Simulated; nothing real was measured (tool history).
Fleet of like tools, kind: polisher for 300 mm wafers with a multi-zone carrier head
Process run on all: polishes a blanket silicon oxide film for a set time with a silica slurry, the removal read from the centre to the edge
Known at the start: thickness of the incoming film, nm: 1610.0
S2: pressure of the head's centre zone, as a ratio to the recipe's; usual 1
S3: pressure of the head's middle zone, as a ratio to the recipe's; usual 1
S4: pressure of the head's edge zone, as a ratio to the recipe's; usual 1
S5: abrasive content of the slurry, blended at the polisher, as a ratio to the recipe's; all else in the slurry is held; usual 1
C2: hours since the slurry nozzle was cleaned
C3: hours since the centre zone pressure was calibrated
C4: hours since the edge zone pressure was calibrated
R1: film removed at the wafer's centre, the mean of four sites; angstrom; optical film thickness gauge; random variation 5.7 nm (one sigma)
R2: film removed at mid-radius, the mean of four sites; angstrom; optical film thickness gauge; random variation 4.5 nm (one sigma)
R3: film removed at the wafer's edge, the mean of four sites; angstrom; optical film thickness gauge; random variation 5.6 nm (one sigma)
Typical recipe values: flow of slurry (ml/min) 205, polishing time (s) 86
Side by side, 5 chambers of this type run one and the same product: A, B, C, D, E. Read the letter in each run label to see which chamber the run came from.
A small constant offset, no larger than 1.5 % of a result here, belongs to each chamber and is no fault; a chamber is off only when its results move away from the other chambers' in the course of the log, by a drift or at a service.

run 1D hour=6.8 | flow_of_slurry_(ml/min)=205 S2=1 S3=1 S4=1 S5=1 polishing_time_(s)=86 | wafers_polished_on_this_pad=84 C2=233.7 C3=261.2 C4=245.7 | R1=4588.6 R2=4697.5 R3=4657.7
run 2B hour=14.9 | flow_of_slurry_(ml/min)=205 S2=1 S3=1 S4=1 S5=1 polishing_time_(s)=86 | wafers_polished_on_this_pad=1375 C2=306.8 C3=397.3 C4=259.6 | R1=4696.6 R2=4714 R3=4691.2
-- hour=17.9 chamber B: worn pad replaced by a new one
run 3A hour=21.8 | flow_of_slurry_(ml/min)=205 S2=1 S3=1 S4=1 S5=1 polishing_time_(s)=86 | wafers_polished_on_this_pad=400 C2=581.7 C3=624 C4=415.1 | R1=4707.6 R2=4655.2 R3=4670.2
-- hour=26.9 chamber C: worn pad replaced by a new one
run 4C hour=30.2 | flow_of_slurry_(ml/min)=205 S2=1 S3=1 S4=1 S5=1 polishing_time_(s)=86 | wafers_polished_on_this_pad=31 C2=121.8 C3=31.6 C4=537.1 | R1=4674 R2=4648.8 R3=4723
run 5E hour=44.4 | flow_of_slurry_(ml/min)=205 S2=1 S3=1 S4=1 S5=1 polishing_time_(s)=100 | wafers_polished_on_this_pad=485 C2=398.5 C3=87.9 C4=887.9 | R1=5503.8 R2=5496.4 R3=5447.9
-- hour=45.1 chamber A: centre zone pressure recalibrated
run 6E hour=54.9 | flow_of_slurry_(ml/min)=205 S2=1 S3=1 S4=1 S5=1 polishing_time_(s)=100 | wafers_polished_on_this_pad=584 C2=409 C3=98.4 C4=898.4 | R1=5447.2 R2=5396.5 R3=5430.5
run 7B hour=68.3 | flow_of_slurry_(ml/min)=205 S2=1 S3=1 S4=1 S5=1 polishing_time_(s)=100 | wafers_polished_on_this_pad=474 C2=360.2 C3=450.7 C4=313 | R1=5473.5 R2=5496.6 R3=5450.7
run 8A hour=77.4 | flow_of_slurry_(ml/min)=205 S2=1 S3=1 S4=1 S5=1 polishing_time_(s)=100 | wafers_polished_on_this_pad=923 C2=637.3 C3=32.4 C4=470.7 | R1=5381.4 R2=5373.3 R3=5354.7
-- hour=82.6 chamber D: worn pad replaced by a new one
run 9C hour=88.5 | flow_of_slurry_(ml/min)=205 S2=1 S3=1 S4=1 S5=1 polishing_time_(s)=100 | wafers_polished_on_this_pad=580 C2=180.1 C3=89.9 C4=595.4 | R1=5436.1 R2=5435.3 R3=5479.3
run 10D hour=100.5 | flow_of_slurry_(ml/min)=205 S2=1 S3=1 S4=1 S5=1 polishing_time_(s)=86 | wafers_polished_on_this_pad=168 C2=327.4 C3=354.9 C4=339.4 | R1=4704.9 R2=4667.3 R3=4646
-- hour=101.8 chamber E: worn pad replaced by a new one
run 11C hour=108.8 | flow_of_slurry_(ml/min)=205 S2=0.95 S3=1 S4=1 S5=1 polishing_time_(s)=86 | wafers_polished_on_this_pad=771 C2=200.4 C3=110.2 C4=615.7 | R1=4457.8 R2=4637 R3=4655
run 12B hour=121.7 | flow_of_slurry_(ml/min)=205 S2=0.95 S3=1 S4=1 S5=1 polishing_time_(s)=86 | wafers_polished_on_this_pad=976 C2=413.6 C3=504.1 C4=366.4 | R1=4355.6 R2=4683.3 R3=4690.3
run 13E hour=134.5 | flow_of_slurry_(ml/min)=205 S2=0.95 S3=1 S4=1 S5=1 polishing_time_(s)=86 | wafers_polished_on_this_pad=307 C2=488.6 C3=178 C4=978 | R1=4411.7 R2=4653.2 R3=4615.5
run 14D hour=149.1 | flow_of_slurry_(ml/min)=205 S2=0.95 S3=1 S4=1 S5=1 polishing_time_(s)=86 | wafers_polished_on_this_pad=625 C2=376 C3=403.5 C4=388 | R1=4410 R2=4705.8 R3=4641.7
run 15A hour=159.5 | flow_of_slurry_(ml/min)=205 S2=0.95 S3=1 S4=1 S5=1 polishing_time_(s)=86 | wafers_polished_on_this_pad=1695 C2=719.4 C3=114.5 C4=552.8 | R1=4309 R2=4509 R3=4528.3
-- hour=164.3 chamber B: worn pad replaced by a new one
-- hour=165.1 chamber D: worn pad replaced by a new one
-- hour=167.3 chamber E: slurry nozzle cleaned
run 16A hour=173.1 | flow_of_slurry_(ml/min)=205 S2=1 S3=1 S4=1 S5=1 polishing_time_(s)=86 | wafers_polished_on_this_pad=1822 C2=733 C3=128.1 C4=566.4 | R1=4531.7 R2=4463.7 R3=4407.2
run 17B hour=181.3 | flow_of_slurry_(ml/min)=205 S2=1 S3=1 S4=1 S5=1 polishing_time_(s)=86 | wafers_polished_on_this_pad=159 C2=473.2 C3=563.7 C4=426 | R1=4615.8 R2=4645.9 R3=4609.9
-- hour=183 chamber C: worn pad replaced by a new one
-- hour=183.8 chamber E: edge zone pressure recalibrated
run 18C hour=189.9 | flow_of_slurry_(ml/min)=205 S2=1 S3=1 S4=1 S5=1 polishing_time_(s)=86 | wafers_polished_on_this_pad=64 C2=281.5 C3=191.3 C4=696.8 | R1=4656.1 R2=4729.2 R3=4691.8
-- hour=192.1 chamber B: slurry nozzle cleaned
run 19D hour=202.2 | flow_of_slurry_(ml/min)=205 S2=1 S3=1 S4=1 S5=1 polishing_time_(s)=86 | wafers_polished_on_this_pad=349 C2=429.1 C3=456.6 C4=441.1 | R1=4683.8 R2=4663 R3=4707
-- hour=204.7 chamber E: worn pad replaced by a new one
run 20E hour=212.5 | flow_of_slurry_(ml/min)=205 S2=1 S3=1 S4=1 S5=1 polishing_time_(s)=86 | wafers_polished_on_this_pad=73 C2=45.2 C3=256 C4=28.8 | R1=4782.2 R2=4646 R3=4724.6
run 21C hour=223.9 | flow_of_slurry_(ml/min)=205 S2=1 S3=1 S4=1 S5=1 polishing_time_(s)=86 | wafers_polished_on_this_pad=384 C2=315.5 C3=225.3 C4=730.8 | R1=4770 R2=4662.9 R3=4691.8
run 22D hour=236.9 | flow_of_slurry_(ml/min)=205 S2=1 S3=1 S4=1 S5=1 polishing_time_(s)=86 | wafers_polished_on_this_pad=675 C2=463.8 C3=491.3 C4=475.8 | R1=4772.7 R2=4665.9 R3=4644.4
-- hour=245.8 chamber D: worn pad replaced by a new one
run 23E hour=246.5 | flow_of_slurry_(ml/min)=205 S2=1 S3=1 S4=1 S5=1 polishing_time_(s)=86 | wafers_polished_on_this_pad=393 C2=79.2 C3=290 C4=62.8 | R1=4616 R2=4658.1 R3=4733.5
run 24A hour=254.5 | flow_of_slurry_(ml/min)=205 S2=1 S3=1 S4=1 S5=1 polishing_time_(s)=86 | wafers_polished_on_this_pad=2588 C2=814.4 C3=209.5 C4=647.8 | R1=4411.5 R2=4400.7 R3=4333.2
run 25B hour=264.1 | flow_of_slurry_(ml/min)=205 S2=1 S3=0.9 S4=1 S5=1 polishing_time_(s)=86 | wafers_polished_on_this_pad=938 C2=72.1 C3=646.5 C4=508.8 | R1=4770.7 R2=4164.9 R3=4737.1
run 26C hour=278.2 | flow_of_slurry_(ml/min)=205 S2=1 S3=0.9 S4=1 S5=1 polishing_time_(s)=86 | wafers_polished_on_this_pad=895 C2=369.8 C3=279.6 C4=785.1 | R1=4711.5 R2=4251.7 R3=4743.6
-- hour=279.2 chamber B: edge zone pressure recalibrated
run 27D hour=289.2 | flow_of_slurry_(ml/min)=205 S2=1 S3=0.9 S4=1 S5=1 polishing_time_(s)=86 | wafers_polished_on_this_pad=408 C2=516.1 C3=543.6 C4=528.1 | R1=4661.1 R2=4287.3 R3=4666.6
-- hour=300.2 chamber E: worn pad replaced by a new one
run 28B hour=302.1 | flow_of_slurry_(ml/min)=205 S2=1 S3=0.9 S4=1 S5=1 polishing_time_(s)=86 | wafers_polished_on_this_pad=1295 C2=110.1 C3=684.5 C4=22.9 | R1=4649.2 R2=4283.1 R3=4606.1
run 29E hour=309.4 | flow_of_slurry_(ml/min)=205 S2=1 S3=0.9 S4=1 S5=1 polishing_time_(s)=86 | wafers_polished_on_this_pad=86 C2=142.1 C3=352.9 C4=125.7 | R1=4603.9 R2=4308 R3=4724.5
run 30A hour=316.5 | flow_of_slurry_(ml/min)=205 S2=1 S3=1 S4=1 S5=1 polishing_time_(s)=86 | wafers_polished_on_this_pad=3171 C2=876.4 C3=271.5 C4=709.8 | R1=4325.6 R2=4245.2 R3=4299.7
-- hour=317.6 chamber B: centre zone pressure recalibrated
-- hour=318.8 chamber C: worn pad replaced by a new one
-- hour=320.4 chamber D: slurry nozzle cleaned
-- hour=322.1 chamber D: worn pad replaced by a new one
-- hour=323.6 chamber B: worn pad replaced by a new one
run 31B hour=326.9 | flow_of_slurry_(ml/min)=205 S2=1 S3=1 S4=1 S5=1 polishing_time_(s)=86 | wafers_polished_on_this_pad=31 C2=134.9 C3=9.3 C4=47.7 | R1=4611.1 R2=4645.2 R3=4715.5
run 32E hour=338.1 | flow_of_slurry_(ml/min)=205 S2=1 S3=1 S4=1 S5=1 polishing_time_(s)=86 | wafers_polished_on_this_pad=356 C2=170.8 C3=381.6 C4=154.4 | R1=4687.1 R2=4689.9 R3=4648.3
-- hour=351.5 chamber A: slurry nozzle cleaned
run 33A hour=352.7 | flow_of_slurry_(ml/min)=205 S2=1 S3=1 S4=1 S5=1 polishing_time_(s)=86 | wafers_polished_on_this_pad=3511 C2=1.3 C3=307.7 C4=746 | R1=4196.4 R2=4244.6 R3=4139.4
run 34D hour=367.4 | flow_of_slurry_(ml/min)=205 S2=1 S3=1 S4=1 S5=1 polishing_time_(s)=86 | wafers_polished_on_this_pad=426 C2=47 C3=621.8 C4=606.3 | R1=4652 R2=4686.5 R3=4689
run 35C hour=377.3 | flow_of_slurry_(ml/min)=205 S2=1 S3=1 S4=1 S5=1 polishing_time_(s)=86 | wafers_polished_on_this_pad=550 C2=468.9 C3=378.7 C4=884.2 | R1=4692.5 R2=4671 R3=4604.1

Each of the 5 chambers runs these same settings next. Fill in every chamber's results:
run 36A hour=387.7 | flow_of_slurry_(ml/min)=205 S2=1 S3=1 S4=1 S5=1 polishing_time_(s)=86 | R1=? R2=? R3=?
run 36B hour=387.7 | flow_of_slurry_(ml/min)=205 S2=1 S3=1 S4=1 S5=1 polishing_time_(s)=86 | R1=? R2=? R3=?
run 36C hour=387.7 | flow_of_slurry_(ml/min)=205 S2=1 S3=1 S4=1 S5=1 polishing_time_(s)=86 | R1=? R2=? R3=?
run 36D hour=387.7 | flow_of_slurry_(ml/min)=205 S2=1 S3=1 S4=1 S5=1 polishing_time_(s)=86 | R1=? R2=? R3=?
run 36E hour=387.7 | flow_of_slurry_(ml/min)=205 S2=1 S3=1 S4=1 S5=1 polishing_time_(s)=86 | R1=? R2=? R3=?

run=36A R1=4242.3 R2=4186.1 R3=4235.1
run=36B R1=4725.9 R2=4673.3 R3=4690.5
run=36C R1=4602.7 R2=4662.9 R3=4699.6
run=36D R1=4695.7 R2=4653.4 R3=4655.4
run=36E R1=4661.1 R2=4592.5 R3=4693
